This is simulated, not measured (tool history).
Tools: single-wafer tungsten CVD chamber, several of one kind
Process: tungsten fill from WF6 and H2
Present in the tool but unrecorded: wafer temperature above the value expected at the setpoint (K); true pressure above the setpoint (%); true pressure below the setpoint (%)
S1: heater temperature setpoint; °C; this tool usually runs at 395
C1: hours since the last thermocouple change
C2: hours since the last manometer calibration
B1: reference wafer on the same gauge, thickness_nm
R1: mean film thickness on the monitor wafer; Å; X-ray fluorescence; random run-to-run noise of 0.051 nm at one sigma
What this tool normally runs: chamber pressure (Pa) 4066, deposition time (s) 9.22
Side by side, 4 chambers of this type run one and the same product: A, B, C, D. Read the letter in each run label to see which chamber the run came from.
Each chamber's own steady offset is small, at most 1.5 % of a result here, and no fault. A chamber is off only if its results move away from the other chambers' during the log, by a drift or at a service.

Run 1A, hour 13.7: usual settings; C1 1515.8; C2 2213.5; B1 24.509. Result: R1 245.59 Å.
Run 2B, hour 24.7: usual settings; C1 173.3; C2 392.0; B1 24.501. Result: R1 243.55 Å.
Run 3C, hour 35.0: usual settings; C1 467.4; C2 1343.2; B1 24.504. Result: R1 246.53 Å.
Run 4D, hour 42.6: usual settings; C1 2345.7; C2 2193.5; B1 24.498. Result: R1 246.15 Å.
Run 5B, hour 50.9: usual settings; C1 199.5; C2 418.2; B1 24.496. Result: R1 243.50 Å.
Run 6C, hour 62.8: usual settings; C1 495.2; C2 1371.0; B1 24.501. Result: R1 248.33 Å.
Run 7D, hour 73.3: usual settings; C1 2376.4; C2 2224.2; B1 24.497. Result: R1 245.95 Å.
Run 8A, hour 86.4: usual settings; C1 1588.5; C2 2286.2; B1 24.485. Result: R1 246.19 Å.
Run 9D, hour 94.9: usual settings; C1 2398.0; C2 2245.8; B1 24.489. Result: R1 245.91 Å.
Run 10B, hour 109.8: usual settings; C1 258.4; C2 477.1; B1 24.505. Result: R1 244.20 Å.
At hour 112.5: chamber C: capacitance manometer re-zeroed and calibrated.
Run 11C, hour 122.9: usual settings; C1 555.3; C2 10.4; B1 24.507. Result: R1 241.31 Å.
Run 12A, hour 132.6: usual settings; C1 1634.7; C2 2332.4; B1 24.501. Result: R1 246.45 Å.
Run 13A, hour 140.5: usual settings; C1 1642.6; C2 2340.3; B1 24.495. Result: R1 244.89 Å.
Run 14D, hour 153.0: usual settings; C1 2456.1; C2 2303.9; B1 24.503. Result: R1 247.20 Å.
Run 15C, hour 163.0: usual settings; C1 595.4; C2 50.5; B1 24.503. Result: R1 241.03 Å.
Run 16B, hour 173.4: usual settings; C1 322.0; C2 540.7; B1 24.501. Result: R1 243.94 Å.
Run 17C, hour 182.8: usual settings; C1 615.2; C2 70.3; B1 24.501. Result: R1 240.85 Å.
At hour 184.7: chamber D: thermocouple changed; heater temperature recalibrated.
Run 18A, hour 194.9: usual settings; C1 1697.0; C2 2394.7; B1 24.488. Result: R1 246.32 Å.
Run 19B, hour 206.2: usual settings; C1 354.8; C2 573.5; B1 24.487. Result: R1 244.09 Å.
At hour 212.3: chamber D: capacitance manometer re-zeroed and calibrated.
Run 20D, hour 221.0: usual settings; C1 36.4; C2 8.8; B1 24.508. Result: R1 246.10 Å.
Run 21B, hour 230.9: usual settings; C1 379.5; C2 598.2; B1 24.488. Result: R1 243.94 Å.
Run 22C, hour 240.0: usual settings; C1 672.4; C2 127.5; B1 24.500. Result: R1 241.05 Å.
At hour 245.4: chamber A: capacitance manometer re-zeroed and calibrated.
Run 23D, hour 255.3: usual settings; C1 70.7; C2 43.1; B1 24.504. Result: R1 246.34 Å.
Run 24A, hour 263.6: usual settings; C1 1765.7; C2 18.2; B1 24.493. Result: R1 245.95 Å.

Next, every chamber runs the same settings. What will each give?
Run 25A, hour 274.6: usual settings but chamber pressure (Pa) 3746. Result: R1 ?.
Run 25B, hour 274.6: usual settings but chamber pressure (Pa) 3746. Result: R1 ?.
Run 25C, hour 274.6: usual settings but chamber pressure (Pa) 3746. Result: R1 ?.
Run 25D, hour 274.6: usual settings but chamber pressure (Pa) 3746. Result: R1 ?.

run      R1
25A  236.85
25B  234.83
25C  230.89
25D  237.28

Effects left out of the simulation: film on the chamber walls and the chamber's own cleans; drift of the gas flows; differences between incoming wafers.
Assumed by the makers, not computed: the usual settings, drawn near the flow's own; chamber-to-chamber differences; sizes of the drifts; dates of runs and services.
